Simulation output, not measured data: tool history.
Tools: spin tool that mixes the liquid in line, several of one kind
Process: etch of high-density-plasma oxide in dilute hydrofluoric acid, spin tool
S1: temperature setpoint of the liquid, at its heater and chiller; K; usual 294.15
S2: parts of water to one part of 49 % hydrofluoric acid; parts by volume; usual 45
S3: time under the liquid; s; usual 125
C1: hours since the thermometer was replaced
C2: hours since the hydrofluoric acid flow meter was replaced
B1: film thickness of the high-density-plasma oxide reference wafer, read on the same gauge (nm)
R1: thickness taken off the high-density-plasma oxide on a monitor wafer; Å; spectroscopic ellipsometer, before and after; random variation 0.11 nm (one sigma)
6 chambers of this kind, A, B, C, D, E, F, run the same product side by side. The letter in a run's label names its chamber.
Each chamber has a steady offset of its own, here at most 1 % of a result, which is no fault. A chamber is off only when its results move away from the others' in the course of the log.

-- hour=2.0 chamber A: hydrofluoric acid flow meter replaced
run 1A hour=7.1 | S1=294.15 S2=45 S3=125 | C1=33.4 C2=5.2 | B1=40.006 | R1=155.620
run 2D hour=16.6 | S1=294.15 S2=45 S3=125 | C1=564.7 C2=741.6 | B1=40.002 | R1=154.070
run 3F hour=22.3 | S1=294.15 S2=45 S3=125 | C1=1063.0 C2=529.5 | B1=39.995 | R1=152.680
run 4B hour=29.1 | S1=294.15 S2=45 S3=125 | C1=1825.3 C2=1056.0 | B1=39.971 | R1=154.480
run 5C hour=35.7 | S1=294.15 S2=45 S3=125 | C1=1414.0 C2=1362.8 | B1=40.021 | R1=154.400
-- hour=38.6 chamber F: thermometer replaced
run 6E hour=45.7 | S1=294.15 S2=45 S3=125 | C1=402.1 C2=1599.5 | B1=39.994 | R1=154.980
run 7C hour=57.2 | S1=294.15 S2=45 S3=125 | C1=1435.5 C2=1384.3 | B1=40.019 | R1=155.210
run 8F hour=65.5 | S1=294.15 S2=45 S3=125 | C1=27.0 C2=572.7 | B1=40.011 | R1=154.540
run 9E hour=71.7 | S1=294.15 S2=60 S3=90 | C1=428.1 C2=1625.5 | B1=40.010 | R1=82.608
run 10A hour=82.3 | S1=294.15 S2=60 S3=90 | C1=108.6 C2=80.4 | B1=40.030 | R1=83.148
run 11D hour=93.4 | S1=294.15 S2=60 S3=90 | C1=641.5 C2=818.4 | B1=39.975 | R1=81.685
run 12B hour=105.0 | S1=294.15 S2=60 S3=90 | C1=1901.2 C2=1131.9 | B1=40.007 | R1=82.051
run 13E hour=115.8 | S1=294.15 S2=60 S3=90 | C1=472.2 C2=1669.6 | B1=40.016 | R1=83.111
-- hour=116.4 chamber B: hydrofluoric acid flow meter replaced
run 14D hour=124.1 | S1=294.15 S2=60 S3=90 | C1=672.2 C2=849.1 | B1=39.984 | R1=82.028
-- hour=134.3 chamber D: hydrofluoric acid flow meter replaced
run 15A hour=135.9 | S1=294.15 S2=25 S3=125 | C1=162.2 C2=134.0 | B1=39.995 | R1=288.200
run 16B hour=144.4 | S1=294.15 S2=25 S3=125 | C1=1940.6 C2=28.0 | B1=40.017 | R1=285.820
run 17F hour=150.8 | S1=294.15 S2=25 S3=125 | C1=112.3 C2=658.0 | B1=39.993 | R1=285.280
run 18C hour=161.1 | S1=294.15 S2=25 S3=125 | C1=1539.4 C2=1488.2 | B1=40.037 | R1=289.060
run 19B hour=172.4 | S1=294.15 S2=25 S3=125 | C1=1968.6 C2=56.0 | B1=39.993 | R1=280.800
run 20E hour=184.8 | S1=294.15 S2=25 S3=125 | C1=541.2 C2=1738.6 | B1=39.999 | R1=286.840
run 21A hour=195.9 | S1=294.15 S2=45 S3=125 | C1=222.2 C2=194.0 | B1=40.017 | R1=158.000
run 22C hour=206.1 | S1=294.15 S2=45 S3=125 | C1=1584.4 C2=1533.2 | B1=39.982 | R1=153.780
run 23F hour=212.0 | S1=294.15 S2=45 S3=125 | C1=173.5 C2=719.2 | B1=40.005 | R1=151.540
run 24D hour=224.5 | S1=294.15 S2=45 S3=125 | C1=772.6 C2=90.2 | B1=40.020 | R1=155.170
run 25A hour=236.5 | S1=294.15 S2=45 S3=125 | C1=262.8 C2=234.6 | B1=40.001 | R1=155.850
run 26D hour=244.3 | S1=294.15 S2=45 S3=125 | C1=792.4 C2=110.0 | B1=40.038 | R1=155.420
run 27F hour=251.5 | S1=291.15 S2=45 S3=125 | C1=213.0 C2=758.7 | B1=39.982 | R1=131.380
run 28B hour=259.0 | S1=291.15 S2=45 S3=125 | C1=2055.2 C2=142.6 | B1=39.987 | R1=135.240
run 29E hour=269.6 | S1=291.15 S2=45 S3=125 | C1=626.0 C2=1823.4 | B1=40.027 | R1=135.980
run 30C hour=277.8 | S1=291.15 S2=45 S3=125 | C1=1656.1 C2=1604.9 | B1=40.017 | R1=137.160
run 31C hour=287.2 | S1=291.15 S2=45 S3=125 | C1=1665.5 C2=1614.3 | B1=39.976 | R1=137.470
run 32B hour=294.9 | S1=291.15 S2=45 S3=125 | C1=2091.1 C2=178.5 | B1=39.988 | R1=136.090
run 33F hour=300.7 | S1=294.15 S2=45 S3=125 | C1=262.2 C2=807.9 | B1=40.008 | R1=147.250
run 34E hour=311.7 | S1=294.15 S2=45 S3=125 | C1=668.1 C2=1865.5 | B1=40.008 | R1=155.010
run 35D hour=323.5 | S1=294.15 S2=45 S3=125 | C1=871.6 C2=189.2 | B1=40.038 | R1=154.410
run 36A hour=333.3 | S1=294.15 S2=45 S3=125 | C1=359.6 C2=331.4 | B1=40.022 | R1=155.700
run 37E hour=340.7 | S1=294.15 S2=45 S3=125 | C1=697.1 C2=1894.5 | B1=39.996 | R1=154.150
run 38B hour=351.9 | S1=294.15 S2=45 S3=125 | C1=2148.1 C2=235.5 | B1=40.015 | R1=154.890
run 39D hour=360.4 | S1=294.15 S2=45 S3=125 | C1=908.5 C2=226.1 | B1=40.041 | R1=153.300
run 40A hour=368.9 | S1=294.15 S2=45 S3=125 | C1=395.2 C2=367.0 | B1=39.986 | R1=157.060
run 41C hour=380.2 | S1=294.15 S2=45 S3=125 | C1=1758.5 C2=1707.3 | B1=39.961 | R1=153.180
run 42F hour=386.0 | S1=294.15 S2=45 S3=125 | C1=347.5 C2=893.2 | B1=39.972 | R1=147.130
run 43C hour=398.8 | S1=294.15 S2=45 S3=125 | C1=1777.1 C2=1725.9 | B1=39.954 | R1=155.050

All 6 chambers run these settings next. Forecast each chamber's results:
run 44A hour=408.2 | S1=294.15 S2=45 S3=125 | R1=?
run 44B hour=408.2 | S1=294.15 S2=45 S3=125 | R1=?
run 44C hour=408.2 | S1=294.15 S2=45 S3=125 | R1=?
run 44D hour=408.2 | S1=294.15 S2=45 S3=125 | R1=?
run 44E hour=408.2 | S1=294.15 S2=45 S3=125 | R1=?
run 44F hour=408.2 | S1=294.15 S2=45 S3=125 | R1=?

run=44A R1=155.760
run=44B R1=153.070
run=44C R1=153.520
run=44D R1=155.360
run=44E R1=155.720
run=44F R1=145.450
